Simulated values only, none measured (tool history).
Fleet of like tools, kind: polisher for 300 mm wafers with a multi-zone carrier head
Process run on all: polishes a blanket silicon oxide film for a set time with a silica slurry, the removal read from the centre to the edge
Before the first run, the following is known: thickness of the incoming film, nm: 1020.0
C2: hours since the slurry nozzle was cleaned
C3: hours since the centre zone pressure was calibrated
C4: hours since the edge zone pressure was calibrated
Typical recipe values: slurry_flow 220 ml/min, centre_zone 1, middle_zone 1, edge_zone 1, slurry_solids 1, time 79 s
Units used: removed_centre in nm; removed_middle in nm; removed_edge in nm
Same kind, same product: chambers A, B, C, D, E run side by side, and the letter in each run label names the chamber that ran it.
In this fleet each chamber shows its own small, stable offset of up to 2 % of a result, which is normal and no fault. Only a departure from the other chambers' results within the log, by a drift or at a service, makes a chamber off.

{"run": "1B", "hour": 8.1, "slurry_flow": 220, "centre_zone": 1, "middle_zone": 1, "edge_zone": 1, "slurry_solids": 1, "time": 79, "wafers polished on this pad": 898, "C2": 95.9, "C3": 938.1, "C4": 341.3, "removed_centre": 312.55, "removed_middle": 316.08, "removed_edge": 306.09}
{"hour": 10.3, "done": "chamber E: worn pad replaced by a new one"}
{"hour": 19.9, "done": "chamber C: edge zone pressure recalibrated"}
{"hour": 20.5, "done": "chamber D: worn pad replaced by a new one"}
{"run": "2A", "hour": 23.3, "slurry_flow": 220, "centre_zone": 1, "middle_zone": 1, "edge_zone": 1, "slurry_solids": 1, "time": 79, "wafers polished on this pad": 389, "C2": 76.1, "C3": 383, "C4": 33, "removed_centre": 308.79, "removed_middle": 318.07, "removed_edge": 310.86}
{"hour": 36.9, "done": "chamber B: worn pad replaced by a new one"}
{"run": "3D", "hour": 38.6, "slurry_flow": 220, "centre_zone": 1, "middle_zone": 1, "edge_zone": 1, "slurry_solids": 1, "time": 79, "wafers polished on this pad": 236, "C2": 248.1, "C3": 752.3, "C4": 410, "removed_centre": 312.07, "removed_middle": 306.16, "removed_edge": 306.32}
{"hour": 41.2, "done": "chamber C: worn pad replaced by a new one"}
{"hour": 48.6, "done": "chamber A: centre zone pressure recalibrated"}
{"run": "4C", "hour": 52.5, "slurry_flow": 220, "centre_zone": 1, "middle_zone": 1, "edge_zone": 1, "slurry_solids": 1, "time": 79, "wafers polished on this pad": 148, "C2": 85.4, "C3": 1077.5, "C4": 32.6, "removed_centre": 320, "removed_middle": 315.39, "removed_edge": 310.5}
{"run": "5E", "hour": 59.4, "slurry_flow": 220, "centre_zone": 1, "middle_zone": 1, "edge_zone": 1, "slurry_solids": 1, "time": 79, "wafers polished on this pad": 641, "C2": 616.9, "C3": 221.2, "C4": 777.4, "removed_centre": 311.15, "removed_middle": 313.33, "removed_edge": 310.7}
{"hour": 64.1, "done": "chamber A: worn pad replaced by a new one"}
{"hour": 66.7, "done": "chamber B: centre zone pressure recalibrated"}
{"run": "6E", "hour": 72.5, "slurry_flow": 220, "centre_zone": 1, "middle_zone": 1, "edge_zone": 1, "slurry_solids": 1, "time": 79, "wafers polished on this pad": 812, "C2": 630, "C3": 234.3, "C4": 790.5, "removed_centre": 313.17, "removed_middle": 309.24, "removed_edge": 310.67}
{"hour": 78.7, "done": "chamber E: worn pad replaced by a new one"}
{"run": "7D", "hour": 83.6, "slurry_flow": 220, "centre_zone": 1, "middle_zone": 1, "edge_zone": 1, "slurry_solids": 1, "time": 79, "wafers polished on this pad": 823, "C2": 293.1, "C3": 797.3, "C4": 455, "removed_centre": 313.84, "removed_middle": 313.91, "removed_edge": 314.04}
{"run": "8C", "hour": 91.0, "slurry_flow": 220, "centre_zone": 1, "middle_zone": 1, "edge_zone": 1, "slurry_solids": 1, "time": 79, "wafers polished on this pad": 650, "C2": 123.9, "C3": 1116, "C4": 71.1, "removed_centre": 316.56, "removed_middle": 305.98, "removed_edge": 313.61}
{"run": "9B", "hour": 105.9, "slurry_flow": 220, "centre_zone": 1, "middle_zone": 1, "edge_zone": 1, "slurry_solids": 1, "time": 79, "wafers polished on this pad": 901, "C2": 193.7, "C3": 39.2, "C4": 439.1, "removed_centre": 311.59, "removed_middle": 305.09, "removed_edge": 307.68}
{"hour": 110.9, "done": "chamber D: worn pad replaced by a new one"}
{"run": "10A", "hour": 118.8, "slurry_flow": 220, "centre_zone": 1, "middle_zone": 1, "edge_zone": 1, "slurry_solids": 1, "time": 79, "wafers polished on this pad": 714, "C2": 171.6, "C3": 70.3, "C4": 128.5, "removed_centre": 309.43, "removed_middle": 308.86, "removed_edge": 314.1}
{"hour": 121.7, "done": "chamber C: worn pad replaced by a new one"}
{"run": "11D", "hour": 131.5, "slurry_flow": 220, "centre_zone": 1, "middle_zone": 1, "edge_zone": 1, "slurry_solids": 1, "time": 79, "wafers polished on this pad": 269, "C2": 341, "C3": 845.2, "C4": 502.9, "removed_centre": 313.75, "removed_middle": 313.37, "removed_edge": 306.84}
{"hour": 134.8, "done": "chamber A: worn pad replaced by a new one"}
{"run": "12C", "hour": 138.4, "slurry_flow": 220, "centre_zone": 1, "middle_zone": 1, "edge_zone": 1, "slurry_solids": 1, "time": 79, "wafers polished on this pad": 219, "C2": 171.3, "C3": 1163.4, "C4": 118.5, "removed_centre": 317.36, "removed_middle": 311.01, "removed_edge": 306.7}
{"run": "13E", "hour": 149.4, "slurry_flow": 220, "centre_zone": 1, "middle_zone": 1, "edge_zone": 1, "slurry_solids": 1, "time": 79, "wafers polished on this pad": 923, "C2": 706.9, "C3": 311.2, "C4": 867.4, "removed_centre": 309.56, "removed_middle": 316.82, "removed_edge": 309.33}
{"hour": 149.5, "done": "chamber B: worn pad replaced by a new one"}
{"hour": 151.6, "done": "chamber E: worn pad replaced by a new one"}
{"run": "14B", "hour": 160.7, "slurry_flow": 220, "centre_zone": 1, "middle_zone": 1, "edge_zone": 1, "slurry_solids": 1, "time": 79, "wafers polished on this pad": 146, "C2": 248.5, "C3": 94, "C4": 493.9, "removed_centre": 311.06, "removed_middle": 312.47, "removed_edge": 308.43}
{"run": "15A", "hour": 167.4, "slurry_flow": 250, "centre_zone": 1, "middle_zone": 1.08, "edge_zone": 1, "slurry_solids": 1, "time": 79, "wafers polished on this pad": 426, "C2": 220.2, "C3": 118.9, "C4": 177.1, "removed_centre": 310.26, "removed_middle": 347.53, "removed_edge": 311.04}
{"run": "16B", "hour": 175.7, "slurry_flow": 250, "centre_zone": 1, "middle_zone": 1.08, "edge_zone": 1, "slurry_solids": 1, "time": 79, "wafers polished on this pad": 341, "C2": 263.5, "C3": 109, "C4": 508.9, "removed_centre": 319.46, "removed_middle": 333.83, "removed_edge": 312.65}
{"hour": 178.0, "done": "chamber E: slurry nozzle cleaned"}
{"hour": 182.4, "done": "chamber D: worn pad replaced by a new one"}
{"run": "17C", "hour": 183.1, "slurry_flow": 250, "centre_zone": 1, "middle_zone": 1.08, "edge_zone": 1, "slurry_solids": 1, "time": 79, "wafers polished on this pad": 802, "C2": 216, "C3": 1208.1, "C4": 163.2, "removed_centre": 321.06, "removed_middle": 338.58, "removed_edge": 314.09}
{"run": "18E", "hour": 194.0, "slurry_flow": 250, "centre_zone": 1, "middle_zone": 1.08, "edge_zone": 1, "slurry_solids": 1, "time": 79, "wafers polished on this pad": 553, "C2": 16.1, "C3": 355.8, "C4": 912, "removed_centre": 314.63, "removed_middle": 341.32, "removed_edge": 308.82}
{"run": "19A", "hour": 207.1, "slurry_flow": 250, "centre_zone": 1, "middle_zone": 1.08, "edge_zone": 1, "slurry_solids": 1, "time": 79, "wafers polished on this pad": 944, "C2": 259.9, "C3": 158.6, "C4": 216.8, "removed_centre": 309.9, "removed_middle": 336.49, "removed_edge": 308.37}
{"hour": 208.3, "done": "chamber C: worn pad replaced by a new one"}
{"hour": 211.8, "done": "chamber A: worn pad replaced by a new one"}
{"run": "20D", "hour": 220.4, "slurry_flow": 220, "centre_zone": 1, "middle_zone": 1, "edge_zone": 1, "slurry_solids": 1, "time": 79, "wafers polished on this pad": 495, "C2": 429.9, "C3": 934.1, "C4": 591.8, "removed_centre": 313.42, "removed_middle": 310.66, "removed_edge": 311.68}
{"run": "21B", "hour": 229.6, "slurry_flow": 220, "centre_zone": 1, "middle_zone": 1, "edge_zone": 1, "slurry_solids": 1, "time": 79, "wafers polished on this pad": 1045, "C2": 317.4, "C3": 162.9, "C4": 562.8, "removed_centre": 310.15, "removed_middle": 308.6, "removed_edge": 308.8}
{"hour": 231.8, "done": "chamber B: slurry nozzle cleaned"}
{"hour": 232.3, "done": "chamber E: edge zone pressure recalibrated"}
{"hour": 234.3, "done": "chamber E: worn pad replaced by a new one"}
{"hour": 239.2, "done": "chamber C: slurry nozzle cleaned"}
{"run": "22E", "hour": 239.4, "slurry_flow": 220, "centre_zone": 1, "middle_zone": 1, "edge_zone": 1, "slurry_solids": 1, "time": 79, "wafers polished on this pad": 67, "C2": 61.5, "C3": 401.2, "C4": 7.1, "removed_centre": 311, "removed_middle": 316.17, "removed_edge": 312.49}
{"run": "23C", "hour": 246.4, "slurry_flow": 220, "centre_zone": 1, "middle_zone": 1, "edge_zone": 1, "slurry_solids": 1, "time": 79, "wafers polished on this pad": 497, "C2": 7.3, "C3": 1271.4, "C4": 226.5, "removed_centre": 315.12, "removed_middle": 313.49, "removed_edge": 310.42}
{"hour": 249.7, "done": "chamber D: centre zone pressure recalibrated"}
{"hour": 258.8, "done": "chamber C: centre zone pressure recalibrated"}
{"hour": 260.1, "done": "chamber B: worn pad replaced by a new one"}
{"run": "24D", "hour": 261.7, "slurry_flow": 220, "centre_zone": 1, "middle_zone": 1, "edge_zone": 1, "slurry_solids": 1, "time": 79, "wafers polished on this pad": 1034, "C2": 471.2, "C3": 12.1, "C4": 633.1, "removed_centre": 313.52, "removed_middle": 319.25, "removed_edge": 313.03}
{"hour": 268.8, "done": "chamber D: worn pad replaced by a new one"}
{"hour": 269.9, "done": "chamber E: centre zone pressure recalibrated"}
{"hour": 276.3, "done": "chamber C: worn pad replaced by a new one"}
{"run": "25A", "hour": 276.4, "slurry_flow": 220, "centre_zone": 1, "middle_zone": 1, "edge_zone": 1, "slurry_solids": 1, "time": 79, "wafers polished on this pad": 843, "C2": 329.2, "C3": 227.9, "C4": 286.1, "removed_centre": 297.69, "removed_middle": 294.12, "removed_edge": 300.57}
{"run": "26E", "hour": 284.3, "slurry_flow": 220, "centre_zone": 1, "middle_zone": 1, "edge_zone": 1, "slurry_solids": 1.2, "time": 79, "wafers polished on this pad": 653, "C2": 106.4, "C3": 14.4, "C4": 52, "removed_centre": 335.67, "removed_middle": 340.78, "removed_edge": 333.21}
{"hour": 287.1, "done": "chamber A: worn pad replaced by a new one"}
{"run": "27C", "hour": 294.1, "slurry_flow": 220, "centre_zone": 1, "middle_zone": 1, "edge_zone": 1, "slurry_solids": 1.2, "time": 79, "wafers polished on this pad": 233, "C2": 55, "C3": 35.3, "C4": 274.2, "removed_centre": 344.19, "removed_middle": 344.29, "removed_edge": 342.79}
{"run": "28D", "hour": 305.6, "slurry_flow": 220, "centre_zone": 1, "middle_zone": 1, "edge_zone": 1, "slurry_solids": 1.2, "time": 79, "wafers polished on this pad": 480, "C2": 515.1, "C3": 56, "C4": 677, "removed_centre": 341.76, "removed_middle": 341.7, "removed_edge": 331.98}
{"run": "29A", "hour": 318.8, "slurry_flow": 220, "centre_zone": 1, "middle_zone": 1, "edge_zone": 1, "slurry_solids": 1.2, "time": 79, "wafers polished on this pad": 414, "C2": 371.6, "C3": 270.3, "C4": 328.5, "removed_centre": 316.63, "removed_middle": 324.56, "removed_edge": 326.16}
{"hour": 320.4, "done": "chamber A: edge zone pressure recalibrated"}
{"hour": 323.1, "done": "chamber E: worn pad replaced by a new one"}
{"run": "30B", "hour": 330.1, "slurry_flow": 220, "centre_zone": 1, "middle_zone": 1, "edge_zone": 1, "slurry_solids": 1.2, "time": 79, "wafers polished on this pad": 913, "C2": 98.4, "C3": 263.4, "C4": 663.3, "removed_centre": 337.91, "removed_middle": 335.9, "removed_edge": 328.89}
{"hour": 331.1, "done": "chamber D: edge zone pressure recalibrated"}
{"run": "31D", "hour": 339.1, "slurry_flow": 220, "centre_zone": 1, "middle_zone": 1, "edge_zone": 1, "slurry_solids": 1, "time": 79, "wafers polished on this pad": 917, "C2": 548.6, "C3": 89.5, "C4": 8, "removed_centre": 315.14, "removed_middle": 309.53, "removed_edge": 309.61}
{"hour": 350.6, "done": "chamber C: worn pad replaced by a new one"}
{"run": "32C", "hour": 352.7, "slurry_flow": 220, "centre_zone": 1, "middle_zone": 1, "edge_zone": 1, "slurry_solids": 1, "time": 79, "wafers polished on this pad": 28, "C2": 113.6, "C3": 93.9, "C4": 332.8, "removed_centre": 316.58, "removed_middle": 313.14, "removed_edge": 311.01}
{"hour": 355.0, "done": "chamber A: worn pad replaced by a new one"}
{"hour": 357.7, "done": "chamber B: worn pad replaced by a new one"}
{"run": "33A", "hour": 360.3, "slurry_flow": 285, "centre_zone": 1, "middle_zone": 0.92, "edge_zone": 1, "slurry_solids": 1, "time": 79, "wafers polished on this pad": 70, "C2": 413.1, "C3": 311.8, "C4": 39.9, "removed_centre": 302.03, "removed_middle": 287.6, "removed_edge": 303.54}
{"run": "34E", "hour": 369.3, "slurry_flow": 285, "centre_zone": 1, "middle_zone": 0.92, "edge_zone": 1, "slurry_solids": 1, "time": 79, "wafers polished on this pad": 603, "C2": 191.4, "C3": 99.4, "C4": 137, "removed_centre": 323.73, "removed_middle": 294.08, "removed_edge": 320.41}
{"run": "35B", "hour": 376.6, "slurry_flow": 285, "centre_zone": 1, "middle_zone": 0.92, "edge_zone": 1, "slurry_solids": 1, "time": 79, "wafers polished on this pad": 247, "C2": 144.9, "C3": 309.9, "C4": 709.8, "removed_centre": 322, "removed_middle": 294.63, "removed_edge": 317.57}
{"run": "36A", "hour": 386.3, "slurry_flow": 285, "centre_zone": 1, "middle_zone": 0.92, "edge_zone": 1, "slurry_solids": 1, "time": 79, "wafers polished on this pad": 409, "C2": 439.1, "C3": 337.8, "C4": 65.9, "removed_centre": 297.96, "removed_middle": 288.06, "removed_edge": 300.51}
{"run": "37C", "hour": 393.4, "slurry_flow": 285, "centre_zone": 1, "middle_zone": 0.92, "edge_zone": 1, "slurry_solids": 1, "time": 79, "wafers polished on this pad": 559, "C2": 154.3, "C3": 134.6, "C4": 373.5, "removed_centre": 326.35, "removed_middle": 298.7, "removed_edge": 321.76}

The same settings go to every chamber for the next run, one line per chamber below. Forecast the results for each:
{"run": "38A", "hour": 404.5, "slurry_flow": 220, "centre_zone": 1, "middle_zone": 1, "edge_zone": 1, "slurry_solids": 1.15, "time": 79, "removed_centre": "?", "removed_middle": "?", "removed_edge": "?"}
{"run": "38B", "hour": 404.5, "slurry_flow": 220, "centre_zone": 1, "middle_zone": 1, "edge_zone": 1, "slurry_solids": 1.15, "time": 79, "removed_centre": "?", "removed_middle": "?", "removed_edge": "?"}
{"run": "38C", "hour": 404.5, "slurry_flow": 220, "centre_zone": 1, "middle_zone": 1, "edge_zone": 1, "slurry_solids": 1.15, "time": 79, "removed_centre": "?", "removed_middle": "?", "removed_edge": "?"}
{"run": "38D", "hour": 404.5, "slurry_flow": 220, "centre_zone": 1, "middle_zone": 1, "edge_zone": 1, "slurry_solids": 1.15, "time": 79, "removed_centre": "?", "removed_middle": "?", "removed_edge": "?"}
{"run": "38E", "hour": 404.5, "slurry_flow": 220, "centre_zone": 1, "middle_zone": 1, "edge_zone": 1, "slurry_solids": 1.15, "time": 79, "removed_centre": "?", "removed_middle": "?", "removed_edge": "?"}

run=38A removed_centre=300.16 removed_middle=306.53 removed_edge=307.63
run=38B removed_centre=334.08 removed_middle=331.22 removed_edge=331.88
run=38C removed_centre=335.14 removed_middle=331.01 removed_edge=330.42
run=38D removed_centre=333.32 removed_middle=327.15 removed_edge=329.39
run=38E removed_centre=327.17 removed_middle=333.91 removed_edge=329.78
